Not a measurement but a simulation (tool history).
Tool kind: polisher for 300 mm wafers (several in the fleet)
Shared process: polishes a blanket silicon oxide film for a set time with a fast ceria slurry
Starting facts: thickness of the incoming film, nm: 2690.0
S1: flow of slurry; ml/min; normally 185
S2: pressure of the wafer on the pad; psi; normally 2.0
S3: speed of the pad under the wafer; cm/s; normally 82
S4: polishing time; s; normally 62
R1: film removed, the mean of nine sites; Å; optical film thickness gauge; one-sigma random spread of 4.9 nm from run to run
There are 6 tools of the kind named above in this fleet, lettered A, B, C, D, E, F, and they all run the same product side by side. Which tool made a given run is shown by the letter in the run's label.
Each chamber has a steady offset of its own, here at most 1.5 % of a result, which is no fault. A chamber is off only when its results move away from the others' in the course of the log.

| run | hour | S1 | S2 | S3 | S4 | R1 |
|---|---|---|---|---|---|---|
| 1C | 8.7 | 185 | 2.0 | 82 | 62 | 6553.6 |
| 2F | 20.7 | 185 | 2.0 | 82 | 62 | 6471.1 |
| 3A | 33.5 | 185 | 2.0 | 82 | 62 | 6422.0 |
|  | 37.2 | chamber E: slurry nozzle cleaned |
|  | 40.4 | chamber D: worn pad replaced by a new one |
| 4B | 41.6 | 185 | 2.0 | 82 | 62 | 6544.8 |
|  | 42.0 | chamber B: worn pad replaced by a new one |
|  | 43.3 | chamber E: worn pad replaced by a new one |
|  | 52.5 | chamber A: worn pad replaced by a new one |
| 5D | 55.5 | 185 | 2.0 | 82 | 62 | 6558.9 |
|  | 60.6 | chamber C: worn pad replaced by a new one |
| 6E | 66.4 | 185 | 2.0 | 82 | 62 | 6379.9 |
|  | 76.1 | chamber F: worn pad replaced by a new one |
| 7A | 79.4 | 185 | 2.0 | 82 | 62 | 6489.3 |
| 8E | 87.6 | 185 | 2.0 | 82 | 62 | 6395.3 |
| 9C | 96.1 | 185 | 2.0 | 82 | 62 | 6586.8 |
| 10F | 108.6 | 185 | 2.0 | 82 | 62 | 6448.2 |
|  | 117.7 | chamber E: worn pad replaced by a new one |
| 11B | 118.2 | 185 | 2.0 | 82 | 62 | 6605.2 |
| 12D | 128.8 | 185 | 2.0 | 82 | 62 | 6541.7 |
|  | 130.3 | chamber C: worn pad replaced by a new one |
| 13E | 137.5 | 185 | 2.0 | 82 | 54 | 5603.6 |
| 14D | 148.5 | 185 | 2.0 | 82 | 54 | 5717.1 |
| 15B | 156.4 | 185 | 2.0 | 82 | 54 | 5726.5 |
|  | 158.3 | chamber B: worn pad replaced by a new one |
| 16F | 164.6 | 185 | 2.0 | 82 | 54 | 5592.6 |
| 17C | 173.7 | 185 | 2.0 | 82 | 54 | 5693.3 |
|  | 174.1 | chamber D: worn pad replaced by a new one |
| 18A | 183.9 | 185 | 2.0 | 82 | 54 | 5468.9 |
|  | 186.5 | chamber E: worn pad replaced by a new one |
| 19A | 193.8 | 185 | 2.0 | 82 | 62 | 6339.9 |
| 20B | 200.2 | 185 | 2.0 | 82 | 62 | 6536.8 |
|  | 201.2 | chamber A: worn pad replaced by a new one |
|  | 209.6 | chamber C: worn pad replaced by a new one |
|  | 213.7 | chamber D: slurry nozzle cleaned |
| 21F | 214.6 | 185 | 2.5 | 82 | 47 | 6210.8 |
| 22E | 222.1 | 185 | 2.5 | 82 | 47 | 6167.3 |
| 23C | 230.9 | 185 | 2.5 | 82 | 47 | 6306.5 |
|  | 243.0 | chamber F: slurry nozzle cleaned |
| 24D | 243.9 | 185 | 2.5 | 82 | 47 | 6212.2 |
| 25C | 253.3 | 185 | 2.5 | 82 | 47 | 6261.7 |
|  | 257.5 | chamber F: worn pad replaced by a new one |
| 26B | 260.3 | 185 | 2.5 | 82 | 47 | 6099.6 |
|  | 262.6 | chamber E: worn pad replaced by a new one |
| 27D | 268.3 | 185 | 2.0 | 82 | 62 | 6546.4 |
|  | 276.4 | chamber B: worn pad replaced by a new one |
| 28A | 280.3 | 185 | 2.0 | 82 | 62 | 6203.9 |
|  | 285.9 | chamber C: worn pad replaced by a new one |
| 29F | 289.0 | 185 | 2.0 | 82 | 62 | 6473.4 |
| 30E | 297.9 | 185 | 2.0 | 82 | 62 | 6447.3 |
| 31C | 304.7 | 185 | 2.0 | 82 | 62 | 6599.1 |
| 32B | 314.6 | 160 | 2.0 | 82 | 72 | 7525.5 |
|  | 316.8 | chamber D: worn pad replaced by a new one |
| 33D | 327.5 | 160 | 2.0 | 82 | 72 | 7433.7 |
|  | 334.0 | chamber E: worn pad replaced by a new one |
| 34E | 337.6 | 160 | 2.0 | 82 | 72 | 7305.1 |
| 35F | 346.8 | 160 | 2.0 | 82 | 72 | 7374.3 |
|  | 347.1 | chamber A: worn pad replaced by a new one |
| 36A | 355.7 | 160 | 2.0 | 82 | 72 | 6915.5 |
|  | 359.2 | chamber C: worn pad replaced by a new one |
| 37C | 368.9 | 160 | 2.0 | 82 | 72 | 7478.7 |

Which is it: a chamber that has drifted or been left off by a service, a gauge drift common to all chambers, or only each chamber's usual small offset? If a chamber is off, name it and its likeliest cause.

One chamber, A, drifts off from the rest bit by bit.
What lies behind it: head's pressure below its setpoint, % = 7.24.
The log may not separate it from: slurry flow missing at the pad, %.

Below are 4 candidate recipes for chamber A's next run, each the usual settings with a change, their results shown as question marks. Which of them brings A's results back in line with what the other chambers give on the usual settings?
In line means no further than this from the other chambers' mean on the usual settings: R1 170.0 Å
| 38A-1 | 379.4 | 185 | 2.1 | 84 | 62 | ? |
| 38A-2 | 379.4 | 180 | 2.0 | 72 | 62 | ? |
| 38A-3 | 379.4 | 120 | 2.0 | 82 | 62 | ? |
| 38A-4 | 379.4 | 190 | 2.0 | 82 | 70 | ? |

Usual-settings mean across the other chambers: R1 6525.2 Å
| run | R1 |
|---|---|
| 38A-1 | 6502.7 |
| 38A-2 | 5296.5 |
| 38A-3 | 5600.3 |
| 38A-4 | 6848.9 |
The answer is 38A-1, which returns the chamber to within the allowed miss of the others.
